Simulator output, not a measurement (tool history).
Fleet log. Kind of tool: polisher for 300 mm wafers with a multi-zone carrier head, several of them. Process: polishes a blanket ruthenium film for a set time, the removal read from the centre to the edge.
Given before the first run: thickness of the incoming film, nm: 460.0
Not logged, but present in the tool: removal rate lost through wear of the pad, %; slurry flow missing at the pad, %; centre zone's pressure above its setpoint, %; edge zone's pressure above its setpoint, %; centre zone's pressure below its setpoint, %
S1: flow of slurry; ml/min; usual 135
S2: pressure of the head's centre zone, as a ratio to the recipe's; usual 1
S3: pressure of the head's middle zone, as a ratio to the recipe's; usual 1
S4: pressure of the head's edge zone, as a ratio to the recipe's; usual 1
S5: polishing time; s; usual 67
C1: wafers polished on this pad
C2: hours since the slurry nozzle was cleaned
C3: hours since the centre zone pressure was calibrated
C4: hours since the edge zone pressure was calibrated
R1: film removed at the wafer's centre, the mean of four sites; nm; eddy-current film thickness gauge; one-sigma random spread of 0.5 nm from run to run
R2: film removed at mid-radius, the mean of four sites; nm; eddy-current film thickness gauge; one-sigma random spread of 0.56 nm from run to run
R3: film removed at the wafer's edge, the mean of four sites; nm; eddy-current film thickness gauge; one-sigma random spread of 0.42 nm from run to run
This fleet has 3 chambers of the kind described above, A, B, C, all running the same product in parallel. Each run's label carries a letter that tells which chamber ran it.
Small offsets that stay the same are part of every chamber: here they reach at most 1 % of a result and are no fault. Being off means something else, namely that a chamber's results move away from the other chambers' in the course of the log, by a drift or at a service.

run,hour,S1,S2,S3,S4,S5,C1,C2,C3,C4,R1,R2,R3
1C,6.6,135,1,1,1,67,126,376.3,802.3,335.6,68.180,67.799,67.877
2B,14.9,135,1,1,1,67,292,29.2,33.9,619.4,68.470,68.878,67.942
3A,21.6,135,1,1,1,67,506,51.5,319.1,374.5,66.882,68.412,66.925
4C,25.6,135,1,1,1,67,396,395.3,821.3,354.6,68.383,68.210,67.553
5A,33.4,135,1,1,1,67,673,63.3,330.9,386.3,67.724,68.420,67.923
6B,39.3,135,1,1,1,84,639,53.6,58.3,643.8,84.280,85.492,84.279
# hour 45.0: chamber A: worn pad replaced by a new one
7B,45.9,135,1,1,1,84,733,60.2,64.9,650.4,85.661,86.010,85.155
# hour 50.2: chamber C: worn pad replaced by a new one
8C,50.4,135,1,1,1,84,3,420.1,846.1,379.4,85.517,85.161,85.092
9A,57.6,135,1,1,1,67,180,87.5,355.1,410.5,67.651,67.680,67.410
10C,63.0,135,1,1,1,67,182,432.7,858.7,392.0,68.946,68.423,67.908
# hour 67.6: chamber B: worn pad replaced by a new one
11A,71.1,135,1,1,1,67,372,101.0,368.6,424.0,66.823,67.018,67.612
12B,79.4,135,1,1,1,67,167,93.7,98.4,683.9,68.297,68.051,67.852
13C,85.2,135,1,1,1,67,497,454.9,880.9,414.2,70.476,67.773,67.794
14B,91.4,135,1,1,1,67,338,105.7,110.4,695.9,67.967,68.301,67.776
# hour 95.4: chamber A: worn pad replaced by a new one
15A,99.4,135,1,1,1,67,57,129.3,396.9,452.3,67.164,67.701,67.402
# hour 100.8: chamber C: worn pad replaced by a new one
16C,104.5,135,1,1,1,67,53,474.2,900.2,433.5,70.760,67.402,68.519
17A,111.6,135,1,1,1,67,230,141.5,409.1,464.5,67.413,66.779,67.604
18B,116.1,135,1,1,1,67,688,130.4,135.1,720.6,68.288,68.565,67.919
# hour 121.9: chamber A: centre zone pressure recalibrated
19C,123.2,135,1,1,1,67,318,492.9,918.9,452.2,71.010,66.886,68.159
20B,129.5,135,1,1,1,67,879,143.8,148.5,734.0,66.684,68.422,67.441
21A,137.4,135,1,1,1,67,597,167.3,15.5,490.3,68.337,67.087,67.771
22C,144.1,135,1,1,1,67,615,513.8,939.8,473.1,72.310,67.589,68.404
# hour 145.6: chamber B: worn pad replaced by a new one
# hour 148.1: chamber A: worn pad replaced by a new one
23B,150.9,135,1,1,1,67,75,165.2,169.9,755.4,67.262,69.077,67.677
24A,154.9,135,1,1,1,67,96,184.8,33.0,507.8,67.496,68.291,67.785

All chambers now run identical settings, listed one chamber a line with results as question marks. What results will each chamber show?
25A,161.0,135,1,1,1,67,,,,,?,?,?
25B,161.0,135,1,1,1,67,,,,,?,?,?
25C,161.0,135,1,1,1,67,,,,,?,?,?

run,R1,R2,R3
25A,68.148,67.515,67.628
25B,67.985,68.770,67.905
25C,72.360,67.019,67.759
